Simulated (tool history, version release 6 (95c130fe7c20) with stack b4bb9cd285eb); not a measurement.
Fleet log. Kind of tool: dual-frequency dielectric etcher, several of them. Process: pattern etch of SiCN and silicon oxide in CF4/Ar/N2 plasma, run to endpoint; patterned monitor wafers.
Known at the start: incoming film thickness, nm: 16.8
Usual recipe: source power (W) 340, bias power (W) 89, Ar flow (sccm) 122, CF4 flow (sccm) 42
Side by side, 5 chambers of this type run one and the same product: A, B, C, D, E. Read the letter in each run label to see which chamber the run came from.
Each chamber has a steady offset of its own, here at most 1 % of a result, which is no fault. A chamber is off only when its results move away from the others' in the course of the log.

| run | hour | source power (W) | bias power (W) | Ar flow (sccm) | CF4 flow (sccm) | hours since the last wet clean | hours since the last source power generator calibration | hours since the last bias power generator calibration | hours since the last Ar flow controller change | hours since the last CF4 flow controller change | endpoint time (s) |
|---|---|---|---|---|---|---|---|---|---|---|---|
| 1B | 4.9 | 340 | 89 | 122 | 42 | 37 | 1330.5 | 483.2 | 985.1 | 35.3 | 25.487 |
| 2E | 10.2 | 340 | 89 | 122 | 42 | 153.6 | 850 | 590 | 962 | 389.6 | 25.558 |
| 3C | 14.5 | 340 | 89 | 122 | 42 | 314.2 | 3222.9 | 266.3 | 1523.7 | 341.3 | 25.82 |
| 4D | 19.4 | 340 | 89 | 122 | 42 | 127.8 | 162.2 | 4161.1 | 2790 | 4364.2 | 25.898 |
| 5A | 24.2 | 340 | 89 | 122 | 42 | 33.3 | 3157.5 | 138.9 | 2147.9 | 753.8 | 25.871 |
| 6B | 28.7 | 340 | 89 | 143 | 39 | 60.8 | 1354.3 | 507 | 1008.9 | 59.1 | 26.21 |
| 7C | 32.7 | 340 | 89 | 143 | 39 | 332.4 | 3241.1 | 284.5 | 1541.9 | 359.5 | 26.687 |
| 8D | 36.6 | 340 | 89 | 143 | 39 | 145 | 179.4 | 4178.3 | 2807.2 | 4381.4 | 26.639 |
| 9A | 40.1 | 340 | 89 | 143 | 39 | 49.2 | 3173.4 | 154.8 | 2163.8 | 769.7 | 26.99 |
| 10E | 45.8 | 340 | 89 | 143 | 39 | 189.2 | 885.6 | 625.6 | 997.6 | 425.2 | 26.402 |
| 11A | 49.2 | 340 | 89 | 122 | 42 | 58.3 | 3182.5 | 163.9 | 2172.9 | 778.8 | 26.083 |
| 12D | 54.3 | 340 | 89 | 122 | 42 | 162.7 | 197.1 | 4196 | 2824.9 | 4399.1 | 25.785 |
| 13B | 59.3 | 340 | 89 | 122 | 42 | 91.4 | 1384.9 | 537.6 | 1039.5 | 89.7 | 25.353 |
| 14C | 61.8 | 340 | 89 | 122 | 42 | 361.5 | 3270.2 | 313.6 | 1571 | 388.6 | 25.492 |
| 15E | 65.2 | 340 | 89 | 122 | 42 | 208.6 | 905 | 645 | 1017 | 444.6 | 25.557 |
| 16D | 69.3 | 340 | 89 | 122 | 42 | 177.7 | 212.1 | 4211 | 2839.9 | 4414.1 | 25.833 |
|  | 70.6 | chamber C: wet clean of the chamber |
| 17A | 71.8 | 340 | 89 | 122 | 42 | 80.9 | 3205.1 | 186.5 | 2195.5 | 801.4 | 25.581 |
| 18B | 77.4 | 340 | 89 | 122 | 42 | 109.5 | 1403 | 555.7 | 1057.6 | 107.8 | 25.56 |
|  | 80.4 | chamber C: source power generator calibrated |
| 19E | 82.5 | 340 | 89 | 122 | 42 | 225.9 | 922.3 | 662.3 | 1034.3 | 461.9 | 25.743 |
| 20C | 85.5 | 340 | 97 | 150 | 42 | 15 | 5.1 | 337.3 | 1594.7 | 412.3 | 25.556 |
| 21E | 89.9 | 340 | 97 | 150 | 42 | 233.3 | 929.7 | 669.7 | 1041.7 | 469.3 | 25.007 |
| 22C | 93.9 | 340 | 97 | 150 | 42 | 23.4 | 13.5 | 345.7 | 1603.1 | 420.7 | 25.998 |
| 23D | 98.1 | 340 | 97 | 150 | 42 | 206.5 | 240.9 | 4239.8 | 2868.7 | 4442.9 | 25.699 |
| 24B | 100.8 | 340 | 97 | 150 | 42 | 132.9 | 1426.4 | 579.1 | 1081 | 131.2 | 25.487 |
| 25A | 105.3 | 340 | 89 | 122 | 42 | 114.4 | 3238.6 | 220 | 2229 | 834.9 | 25.644 |
| 26D | 110.3 | 340 | 89 | 122 | 42 | 218.7 | 253.1 | 4252 | 2880.9 | 4455.1 | 25.944 |
| 27C | 114.2 | 340 | 89 | 122 | 42 | 43.7 | 33.8 | 366 | 1623.4 | 441 | 25.765 |
| 28E | 118 | 260 | 89 | 122 | 33 | 261.4 | 957.8 | 697.8 | 1069.8 | 497.4 | 33.363 |
|  | 121 | chamber D: bias power generator calibrated |
| 29A | 123.6 | 260 | 89 | 122 | 33 | 132.7 | 3256.9 | 238.3 | 2247.3 | 853.2 | 33.628 |
| 30B | 126.5 | 260 | 89 | 122 | 33 | 158.6 | 1452.1 | 604.8 | 1106.7 | 156.9 | 33.728 |
| 31E | 130.8 | 260 | 89 | 122 | 33 | 274.2 | 970.6 | 710.6 | 1082.6 | 510.2 | 32.985 |
| 32D | 134.6 | 260 | 89 | 122 | 33 | 243 | 277.4 | 13.6 | 2905.2 | 4479.4 | 33.451 |
| 33B | 138.7 | 340 | 89 | 122 | 42 | 170.8 | 1464.3 | 617 | 1118.9 | 169.1 | 25.913 |
| 34C | 142.8 | 340 | 89 | 122 | 42 | 72.3 | 62.4 | 394.6 | 1652 | 469.6 | 25.647 |
| 35A | 146 | 340 | 89 | 122 | 42 | 155.1 | 3279.3 | 260.7 | 2269.7 | 875.6 | 25.742 |
| 36C | 151.3 | 340 | 89 | 122 | 42 | 80.8 | 70.9 | 403.1 | 1660.5 | 478.1 | 25.478 |
| 37A | 156 | 340 | 89 | 122 | 42 | 165.1 | 3289.3 | 270.7 | 2279.7 | 885.6 | 25.653 |

Does one chamber stand apart from the rest, does the shared gauge drift, or is all well apart from small per-chamber offsets? Give the chamber and the most likely cause, where there is one.

The fleet is healthy, with each chamber sitting at its usual small offset and no drift in the gauge.
